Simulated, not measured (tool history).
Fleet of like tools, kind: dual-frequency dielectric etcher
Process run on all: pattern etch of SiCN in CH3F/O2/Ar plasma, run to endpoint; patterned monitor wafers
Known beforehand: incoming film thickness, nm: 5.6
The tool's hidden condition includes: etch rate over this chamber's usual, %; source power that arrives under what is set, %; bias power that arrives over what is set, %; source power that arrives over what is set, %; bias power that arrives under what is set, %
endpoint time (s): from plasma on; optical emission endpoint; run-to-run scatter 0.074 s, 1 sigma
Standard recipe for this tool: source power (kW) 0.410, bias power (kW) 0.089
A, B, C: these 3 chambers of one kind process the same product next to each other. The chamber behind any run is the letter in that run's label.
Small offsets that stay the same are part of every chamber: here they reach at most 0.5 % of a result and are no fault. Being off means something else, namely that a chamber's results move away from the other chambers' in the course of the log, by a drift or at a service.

run    day  source power (kW)  bias power (kW)  hours since the last wet clean  hours since the last source power generator calibration  hours since the last bias power generator calibration  endpoint time (s)
 1B  0.175              0.410            0.089                           461.3                                                   1328.6                                                 2177.4             13.693
     0.258  -- chamber B: wet clean of the chamber
 2C  0.354              0.410            0.089                            65.0                                                   2710.9                                                 1436.0             13.806
 3A  0.512              0.410            0.089                           111.3                                                   1688.6                                                 1488.3             13.777
 4A  0.675              0.410            0.089                           115.2                                                   1692.5                                                 1492.2             13.820
 5B  0.821              0.410            0.089                            13.5                                                   1344.1                                                 2192.9             13.646
 6C  0.933              0.410            0.089                            78.9                                                   2724.8                                                 1449.9             13.805
 7B  1.096              0.410            0.089                            20.1                                                   1350.7                                                 2199.5             13.693
 8A  1.254              0.410            0.089                           129.1                                                   1706.4                                                 1506.1             13.619
 9C  1.408              0.410            0.089                            90.3                                                   2736.2                                                 1461.3             13.842
10C  1.567              0.310            0.074                            94.1                                                   2740.0                                                 1465.1             16.269
11B  1.742              0.310            0.074                            35.6                                                   1366.2                                                 2215.0             16.267
12A  1.858              0.310            0.074                           143.6                                                   1720.9                                                 1520.6             16.213
13A  1.950              0.410            0.089                           145.8                                                   1723.1                                                 1522.8             13.847
14B  2.112              0.410            0.089                            44.5                                                   1375.1                                                 2223.9             13.789
15C  2.246              0.410            0.089                           110.4                                                   2756.3                                                 1481.4             13.738
16A  2.404              0.410            0.089                           156.7                                                   1734.0                                                 1533.7             13.638
17B  2.508              0.450            0.101                            54.0                                                   1384.6                                                 2233.4             12.655
18C  2.596              0.450            0.101                           118.8                                                   2764.7                                                 1489.8             12.663
19C  2.758              0.450            0.101                           122.7                                                   2768.6                                                 1493.7             12.626
20B  2.862              0.410            0.089                            62.5                                                   1393.1                                                 2241.9             13.752
21A  2.942              0.410            0.089                           169.6                                                   1746.9                                                 1546.6             13.777
22A  3.112              0.410            0.089                           173.7                                                   1751.0                                                 1550.7             13.765
23B  3.208              0.410            0.089                            70.8                                                   1401.4                                                 2250.2             13.689
24C  3.388              0.480            0.103                           137.8                                                   2783.7                                                 1508.8             12.380
25A  3.571              0.480            0.103                           184.7                                                   1762.0                                                 1561.7             12.320
26B  3.696              0.480            0.103                            82.5                                                   1413.1                                                 2261.9             12.303
27C  3.779              0.410            0.078                           147.2                                                   2793.1                                                 1518.2             14.422
28A  3.958              0.410            0.078                           194.0                                                   1771.3                                                 1571.0             14.398
29C  4.075              0.410            0.078                           154.3                                                   2800.2                                                 1525.3             14.409
30B  4.171              0.410            0.089                            93.9                                                   1424.5                                                 2273.3             13.709
31B  4.292              0.410            0.089                            96.8                                                   1427.4                                                 2276.2             13.676
32C  4.379              0.410            0.089                           161.6                                                   2807.5                                                 1532.6             13.798
33A  4.500              0.410            0.089                           207.0                                                   1784.3                                                 1584.0             13.769
34A  4.592              0.410            0.089                           209.2                                                   1786.5                                                 1586.2             13.742
35C  4.717              0.410            0.111                           169.7                                                   2815.6                                                 1540.7             12.706
36B  4.892              0.410            0.111                           111.2                                                   1441.8                                                 2290.6             12.607
37B  5.042              0.410            0.111                           114.8                                                   1445.4                                                 2294.2             12.589
38C  5.171              0.410            0.089                           180.6                                                   2826.5                                                 1551.6             13.670
39A  5.333              0.410            0.089                           227.0                                                   1804.3                                                 1604.0             13.707
40A  5.479              0.410            0.089                           230.5                                                   1807.8                                                 1607.5             13.726

One chamber off, gauge drift, or nothing amiss beyond the chambers' own small offsets? If it is a chamber, which one, and what is the likeliest cause?

Neither any chamber nor the gauge drifts; the chambers differ only by their own small, steady offsets.
